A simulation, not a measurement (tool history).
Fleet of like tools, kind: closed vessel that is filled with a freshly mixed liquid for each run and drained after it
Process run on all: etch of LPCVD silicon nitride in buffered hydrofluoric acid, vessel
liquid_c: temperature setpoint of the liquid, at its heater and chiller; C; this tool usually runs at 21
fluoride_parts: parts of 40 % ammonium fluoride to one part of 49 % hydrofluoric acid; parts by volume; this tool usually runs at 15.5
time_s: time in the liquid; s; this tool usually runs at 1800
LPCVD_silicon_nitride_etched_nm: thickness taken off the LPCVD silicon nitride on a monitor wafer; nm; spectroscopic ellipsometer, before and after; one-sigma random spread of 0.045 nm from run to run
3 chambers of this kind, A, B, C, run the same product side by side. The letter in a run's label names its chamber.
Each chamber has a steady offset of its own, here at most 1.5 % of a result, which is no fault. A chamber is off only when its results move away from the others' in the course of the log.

| run | hour | liquid_c | fluoride_parts | time_s | hours since the thermometer was replaced | hours since the hydrofluoric acid flow meter was replaced | read-back film thickness of the LPCVD silicon nitride reference wafer, read on the same gauge (nm) | LPCVD_silicon_nitride_etched_nm |
|---|---|---|---|---|---|---|---|---|
| 1A | 9.8 | 21 | 15.5 | 1800 | 173.2 | 924.4 | 99.955 | 14.753 |
|  | 15.6 | chamber B: hydrofluoric acid flow meter replaced |
| 2B | 19.0 | 21 | 15.5 | 1800 | 544.1 | 3.4 | 100.010 | 14.510 |
| 3C | 28.7 | 21 | 15.5 | 1800 | 1663.6 | 1091.2 | 99.990 | 14.386 |
| 4A | 35.2 | 21 | 15.5 | 1800 | 198.6 | 949.8 | 100.020 | 14.681 |
| 5B | 40.5 | 21 | 15.5 | 1800 | 565.6 | 24.9 | 100.060 | 14.460 |
| 6C | 52.1 | 21 | 15.5 | 1800 | 1687.0 | 1114.6 | 99.965 | 14.466 |
| 7B | 58.3 | 21 | 15.5 | 1800 | 583.4 | 42.7 | 100.010 | 14.452 |
| 8C | 66.0 | 21 | 15.5 | 1800 | 1700.9 | 1128.5 | 100.020 | 14.392 |
| 9A | 73.6 | 21 | 15.5 | 1800 | 237.0 | 988.2 | 100.010 | 14.682 |
| 10B | 80.5 | 21 | 15.5 | 1800 | 605.6 | 64.9 | 99.991 | 14.502 |
| 11C | 92.7 | 21 | 15.5 | 1800 | 1727.6 | 1155.2 | 99.927 | 14.431 |
| 12A | 101.4 | 21 | 15.5 | 1800 | 264.8 | 1016.0 | 100.020 | 14.695 |
| 13B | 109.9 | 21 | 15.5 | 1800 | 635.0 | 94.3 | 100.020 | 14.667 |
| 14C | 116.8 | 21 | 15.5 | 1800 | 1751.7 | 1179.3 | 99.984 | 14.475 |
| 15A | 128.1 | 21 | 15.5 | 1800 | 291.5 | 1042.7 | 99.987 | 14.739 |
| 16C | 138.2 | 21 | 15.5 | 1800 | 1773.1 | 1200.7 | 99.987 | 14.395 |
| 17B | 144.9 | 21 | 15.5 | 1800 | 670.0 | 129.3 | 99.981 | 14.759 |
| 18A | 152.6 | 21 | 15.5 | 1800 | 316.0 | 1067.2 | 100.020 | 14.718 |
| 19A | 162.4 | 21 | 15.5 | 1800 | 325.8 | 1077.0 | 99.996 | 14.712 |
| 20C | 172.9 | 21 | 15.5 | 1800 | 1807.8 | 1235.4 | 100.000 | 14.394 |
| 21B | 183.4 | 21 | 15.5 | 1800 | 708.5 | 167.8 | 99.977 | 14.884 |

Next, every chamber runs the same settings. What will each give?
| 22A | 192.1 | 21 | 15.5 | 1800 |  |  |  | ? |
| 22B | 192.1 | 21 | 15.5 | 1800 |  |  |  | ? |
| 22C | 192.1 | 21 | 15.5 | 1800 |  |  |  | ? |

| run | LPCVD_silicon_nitride_etched_nm |
|---|---|
| 22A | 14.754 |
| 22B | 14.793 |
| 22C | 14.422 |
